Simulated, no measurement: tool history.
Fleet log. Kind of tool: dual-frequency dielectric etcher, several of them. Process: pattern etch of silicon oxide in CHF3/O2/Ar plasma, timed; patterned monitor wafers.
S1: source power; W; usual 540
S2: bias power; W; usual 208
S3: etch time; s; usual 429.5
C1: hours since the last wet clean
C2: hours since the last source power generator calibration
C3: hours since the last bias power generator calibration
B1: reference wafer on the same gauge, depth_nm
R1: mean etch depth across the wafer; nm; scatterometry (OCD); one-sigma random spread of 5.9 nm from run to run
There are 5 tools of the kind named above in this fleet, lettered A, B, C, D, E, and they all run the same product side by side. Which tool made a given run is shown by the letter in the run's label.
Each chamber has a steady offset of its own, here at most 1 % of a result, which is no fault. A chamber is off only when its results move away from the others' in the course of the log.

run 1D hour=14.9 | S1=540 S2=208 S3=429.5 | C1=398.8 C2=547.4 C3=1990.7 | B1=798.48 | R1=867.68
run 2B hour=26.8 | S1=540 S2=208 S3=429.5 | C1=327.6 C2=1799.7 C3=1662.0 | B1=797.33 | R1=855.58
run 3E hour=34.3 | S1=540 S2=208 S3=429.5 | C1=421.4 C2=514.2 C3=472.7 | B1=797.10 | R1=843.20
run 4C hour=46.5 | S1=540 S2=208 S3=429.5 | C1=346.9 C2=3796.8 C3=2153.2 | B1=795.28 | R1=854.15
run 5A hour=58.0 | S1=540 S2=208 S3=429.5 | C1=210.8 C2=219.0 C3=353.3 | B1=797.36 | R1=865.25
run 6D hour=67.4 | S1=540 S2=208 S3=429.5 | C1=451.3 C2=599.9 C3=2043.2 | B1=796.82 | R1=867.33
run 7C hour=74.5 | S1=540 S2=208 S3=429.5 | C1=374.9 C2=3824.8 C3=2181.2 | B1=798.03 | R1=854.74
run 8B hour=87.3 | S1=540 S2=208 S3=429.5 | C1=388.1 C2=1860.2 C3=1722.5 | B1=798.27 | R1=839.84
run 9A hour=97.6 | S1=540 S2=250 S3=307.0 | C1=250.4 C2=258.6 C3=392.9 | B1=796.19 | R1=653.46
run 10E hour=109.9 | S1=540 S2=250 S3=307.0 | C1=497.0 C2=589.8 C3=548.3 | B1=796.56 | R1=649.66
run 11D hour=116.7 | S1=540 S2=250 S3=307.0 | C1=500.6 C2=649.2 C3=2092.5 | B1=796.10 | R1=662.45
run 12C hour=129.1 | S1=540 S2=250 S3=307.0 | C1=429.5 C2=3879.4 C3=2235.8 | B1=796.90 | R1=655.55
run 13A hour=141.3 | S1=540 S2=250 S3=307.0 | C1=294.1 C2=302.3 C3=436.6 | B1=795.74 | R1=654.63
run 14E hour=156.9 | S1=540 S2=208 S3=429.5 | C1=544.0 C2=636.8 C3=595.3 | B1=796.28 | R1=852.24
-- hour=158.3 chamber D: wet clean of the chamber
run 15B hour=171.7 | S1=540 S2=208 S3=429.5 | C1=472.5 C2=1944.6 C3=1806.9 | B1=797.79 | R1=854.54
run 16A hour=180.2 | S1=540 S2=208 S3=429.5 | C1=333.0 C2=341.2 C3=475.5 | B1=798.16 | R1=853.19
run 17D hour=195.2 | S1=540 S2=208 S3=429.5 | C1=36.9 C2=727.7 C3=2171.0 | B1=797.19 | R1=873.37
-- hour=199.2 chamber E: wet clean of the chamber
run 18C hour=203.9 | S1=540 S2=208 S3=429.5 | C1=504.3 C2=3954.2 C3=2310.6 | B1=798.07 | R1=852.98
-- hour=206.3 chamber C: wet clean of the chamber
run 19E hour=213.1 | S1=540 S2=208 S3=429.5 | C1=13.9 C2=693.0 C3=651.5 | B1=797.01 | R1=855.60
run 20B hour=226.8 | S1=540 S2=208 S3=429.5 | C1=527.6 C2=1999.7 C3=1862.0 | B1=796.94 | R1=844.66
-- hour=227.5 chamber B: wet clean of the chamber
run 21B hour=236.6 | S1=540 S2=208 S3=429.5 | C1=9.2 C2=2009.5 C3=1871.8 | B1=797.42 | R1=852.03
run 22D hour=248.1 | S1=540 S2=208 S3=429.5 | C1=89.8 C2=780.6 C3=2223.9 | B1=796.38 | R1=854.05
run 23E hour=256.0 | S1=540 S2=208 S3=429.5 | C1=56.8 C2=735.9 C3=694.4 | B1=796.94 | R1=859.91
run 24C hour=267.7 | S1=540 S2=208 S3=429.5 | C1=61.4 C2=4018.0 C3=2374.4 | B1=798.45 | R1=855.96
run 25A hour=282.1 | S1=410 S2=164 S3=429.5 | C1=434.9 C2=443.1 C3=577.4 | B1=797.07 | R1=710.98
-- hour=288.2 chamber A: wet clean of the chamber
run 26B hour=296.4 | S1=410 S2=164 S3=429.5 | C1=69.0 C2=2069.3 C3=1931.6 | B1=797.33 | R1=706.78
run 27C hour=306.2 | S1=410 S2=164 S3=429.5 | C1=99.9 C2=4056.5 C3=2412.9 | B1=796.90 | R1=716.49
run 28E hour=317.7 | S1=410 S2=164 S3=429.5 | C1=118.5 C2=797.6 C3=756.1 | B1=798.14 | R1=711.11
run 29D hour=326.3 | S1=410 S2=164 S3=429.5 | C1=168.0 C2=858.8 C3=2302.1 | B1=797.54 | R1=709.71
run 30A hour=340.2 | S1=540 S2=208 S3=429.5 | C1=52.0 C2=501.2 C3=635.5 | B1=798.73 | R1=860.69
run 31D hour=347.8 | S1=540 S2=208 S3=429.5 | C1=189.5 C2=880.3 C3=2323.6 | B1=797.66 | R1=858.01
run 32E hour=354.6 | S1=540 S2=208 S3=429.5 | C1=155.4 C2=834.5 C3=793.0 | B1=795.91 | R1=848.92
run 33B hour=367.3 | S1=540 S2=208 S3=429.5 | C1=139.9 C2=2140.2 C3=2002.5 | B1=797.66 | R1=856.90
run 34C hour=374.8 | S1=540 S2=208 S3=429.5 | C1=168.5 C2=4125.1 C3=2481.5 | B1=796.43 | R1=850.04
run 35A hour=386.2 | S1=620 S2=168 S3=429.5 | C1=98.0 C2=547.2 C3=681.5 | B1=796.49 | R1=843.37

The same settings go to every chamber for the next run, one line per chamber below. Forecast the results for each:
run 36A hour=397.3 | S1=540 S2=208 S3=429.5 | R1=?
run 36B hour=397.3 | S1=540 S2=208 S3=429.5 | R1=?
run 36C hour=397.3 | S1=540 S2=208 S3=429.5 | R1=?
run 36D hour=397.3 | S1=540 S2=208 S3=429.5 | R1=?
run 36E hour=397.3 | S1=540 S2=208 S3=429.5 | R1=?

run=36A R1=857.37
run=36B R1=844.92
run=36C R1=851.53
run=36D R1=868.51
run=36E R1=850.27

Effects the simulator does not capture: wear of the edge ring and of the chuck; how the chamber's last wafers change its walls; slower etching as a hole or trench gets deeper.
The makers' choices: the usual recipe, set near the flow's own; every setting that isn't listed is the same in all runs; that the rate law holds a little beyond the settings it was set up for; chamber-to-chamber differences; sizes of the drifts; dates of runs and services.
